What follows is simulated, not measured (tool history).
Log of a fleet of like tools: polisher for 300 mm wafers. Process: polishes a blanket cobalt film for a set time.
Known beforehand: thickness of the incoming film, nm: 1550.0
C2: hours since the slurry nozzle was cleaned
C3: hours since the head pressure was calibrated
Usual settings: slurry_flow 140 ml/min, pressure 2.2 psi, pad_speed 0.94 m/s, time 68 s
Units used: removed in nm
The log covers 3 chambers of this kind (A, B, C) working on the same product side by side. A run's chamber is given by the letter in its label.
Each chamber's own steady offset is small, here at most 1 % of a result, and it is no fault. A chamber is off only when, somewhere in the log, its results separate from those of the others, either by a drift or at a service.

{"run": "1B", "hour": 10.3, "slurry_flow": 140, "pressure": 2.2, "pad_speed": 0.94, "time": 68, "wafers polished on this pad": 155, "C2": 137.0, "C3": 1514.9, "removed": 292.28}
{"hour": 12.2, "done": "chamber C: worn pad replaced by a new one"}
{"hour": 16.1, "done": "chamber B: head pressure recalibrated"}
{"run": "2A", "hour": 16.8, "slurry_flow": 140, "pressure": 2.2, "pad_speed": 0.94, "time": 68, "wafers polished on this pad": 619, "C2": 425.9, "C3": 51.8, "removed": 297.39}
{"run": "3C", "hour": 23.7, "slurry_flow": 140, "pressure": 2.2, "pad_speed": 0.94, "time": 68, "wafers polished on this pad": 114, "C2": 39.6, "C3": 604.3, "removed": 288.14}
{"run": "4B", "hour": 31.4, "slurry_flow": 140, "pressure": 2.2, "pad_speed": 0.94, "time": 68, "wafers polished on this pad": 365, "C2": 158.1, "C3": 15.3, "removed": 293.93}
{"hour": 32.2, "done": "chamber A: worn pad replaced by a new one"}
{"run": "5A", "hour": 40.3, "slurry_flow": 140, "pressure": 2.5, "pad_speed": 0.94, "time": 68, "wafers polished on this pad": 80, "C2": 449.4, "C3": 75.3, "removed": 336.02}
{"run": "6C", "hour": 49.7, "slurry_flow": 140, "pressure": 2.5, "pad_speed": 0.94, "time": 68, "wafers polished on this pad": 373, "C2": 65.6, "C3": 630.3, "removed": 324.11}
{"run": "7A", "hour": 57.6, "slurry_flow": 140, "pressure": 2.5, "pad_speed": 0.94, "time": 68, "wafers polished on this pad": 253, "C2": 466.7, "C3": 92.6, "removed": 329.97}
{"hour": 62.7, "done": "chamber B: worn pad replaced by a new one"}
{"run": "8B", "hour": 65.8, "slurry_flow": 140, "pressure": 2.2, "pad_speed": 0.94, "time": 68, "wafers polished on this pad": 31, "C2": 192.5, "C3": 49.7, "removed": 293.05}
{"run": "9C", "hour": 75.2, "slurry_flow": 140, "pressure": 2.2, "pad_speed": 0.94, "time": 68, "wafers polished on this pad": 627, "C2": 91.1, "C3": 655.8, "removed": 281.03}
{"hour": 77.1, "done": "chamber C: worn pad replaced by a new one"}
{"run": "10B", "hour": 82.9, "slurry_flow": 140, "pressure": 2.2, "pad_speed": 0.94, "time": 68, "wafers polished on this pad": 201, "C2": 209.6, "C3": 66.8, "removed": 290.38}
{"run": "11A", "hour": 94.1, "slurry_flow": 140, "pressure": 1.8, "pad_speed": 0.94, "time": 68, "wafers polished on this pad": 616, "C2": 503.2, "C3": 129.1, "removed": 241.73}
{"hour": 102.6, "done": "chamber B: slurry nozzle cleaned"}
{"run": "12C", "hour": 108.7, "slurry_flow": 140, "pressure": 1.8, "pad_speed": 0.94, "time": 68, "wafers polished on this pad": 315, "C2": 124.6, "C3": 689.3, "removed": 229.66}
{"run": "13C", "hour": 115.5, "slurry_flow": 140, "pressure": 1.8, "pad_speed": 0.94, "time": 68, "wafers polished on this pad": 383, "C2": 131.4, "C3": 696.1, "removed": 224.71}
{"hour": 123.0, "done": "chamber B: worn pad replaced by a new one"}
{"run": "14A", "hour": 128.6, "slurry_flow": 120, "pressure": 2.2, "pad_speed": 0.94, "time": 53, "wafers polished on this pad": 960, "C2": 537.7, "C3": 163.6, "removed": 222.13}
{"hour": 130.5, "done": "chamber A: worn pad replaced by a new one"}
{"run": "15B", "hour": 136.7, "slurry_flow": 120, "pressure": 2.2, "pad_speed": 0.94, "time": 53, "wafers polished on this pad": 137, "C2": 34.1, "C3": 120.6, "removed": 220.01}
{"hour": 148.6, "done": "chamber C: worn pad replaced by a new one"}
{"run": "16B", "hour": 148.8, "slurry_flow": 120, "pressure": 2.2, "pad_speed": 0.94, "time": 53, "wafers polished on this pad": 257, "C2": 46.2, "C3": 132.7, "removed": 218.6}
{"run": "17C", "hour": 158.0, "slurry_flow": 140, "pressure": 2.2, "pad_speed": 0.94, "time": 68, "wafers polished on this pad": 94, "C2": 173.9, "C3": 738.6, "removed": 276.57}
{"run": "18A", "hour": 168.3, "slurry_flow": 140, "pressure": 2.2, "pad_speed": 0.94, "time": 68, "wafers polished on this pad": 377, "C2": 577.4, "C3": 203.3, "removed": 294.87}
{"run": "19B", "hour": 183.0, "slurry_flow": 140, "pressure": 2.5, "pad_speed": 0.94, "time": 51, "wafers polished on this pad": 598, "C2": 80.4, "C3": 166.9, "removed": 246.2}
{"run": "20A", "hour": 192.9, "slurry_flow": 140, "pressure": 2.5, "pad_speed": 0.94, "time": 51, "wafers polished on this pad": 622, "C2": 602.0, "C3": 227.9, "removed": 258.13}
{"run": "21C", "hour": 206.0, "slurry_flow": 140, "pressure": 2.5, "pad_speed": 0.94, "time": 51, "wafers polished on this pad": 572, "C2": 221.9, "C3": 786.6, "removed": 225.43}
{"hour": 211.5, "done": "chamber C: worn pad replaced by a new one"}
{"run": "22C", "hour": 214.5, "slurry_flow": 140, "pressure": 2.2, "pad_speed": 0.94, "time": 68, "wafers polished on this pad": 30, "C2": 230.4, "C3": 795.1, "removed": 263.7}

Is one chamber out of step, is the gauge drifting, or do the chambers differ by no more than their own small offsets? For an off chamber, give its letter and the likeliest cause.

It is chamber C that slowly wanders off from its peers.
Cause: head's pressure below its setpoint, % = 9.48.
The log may not separate it from: slurry flow missing at the pad, %.

Chamber C could run next with any of the 4 candidate recipes listed below; each alters the usual settings, and their results appear as question marks. Which one brings its results back in line with what the other chambers deliver on the usual settings?
In-line tolerance around the mean of the other chambers on the usual settings: removed 14.00 nm
{"run": "23C-1", "hour": 225.1, "slurry_flow": 140, "pressure": 2.2, "pad_speed": 0.96, "time": 68, "removed": "?"}
{"run": "23C-2", "hour": 225.1, "slurry_flow": 140, "pressure": 2.3, "pad_speed": 0.94, "time": 72, "removed": "?"}
{"run": "23C-3", "hour": 225.1, "slurry_flow": 140, "pressure": 2.2, "pad_speed": 0.94, "time": 67, "removed": "?"}
{"run": "23C-4", "hour": 225.1, "slurry_flow": 140, "pressure": 2.2, "pad_speed": 0.84, "time": 68, "removed": "?"}

Average result of the remaining chambers running the usual settings: removed 292.77 nm
run=23C-1 removed=266.79
run=23C-2 removed=289.19
run=23C-3 removed=257.37
run=23C-4 removed=233.33
It is 23C-2 that realigns the chamber with its peers.
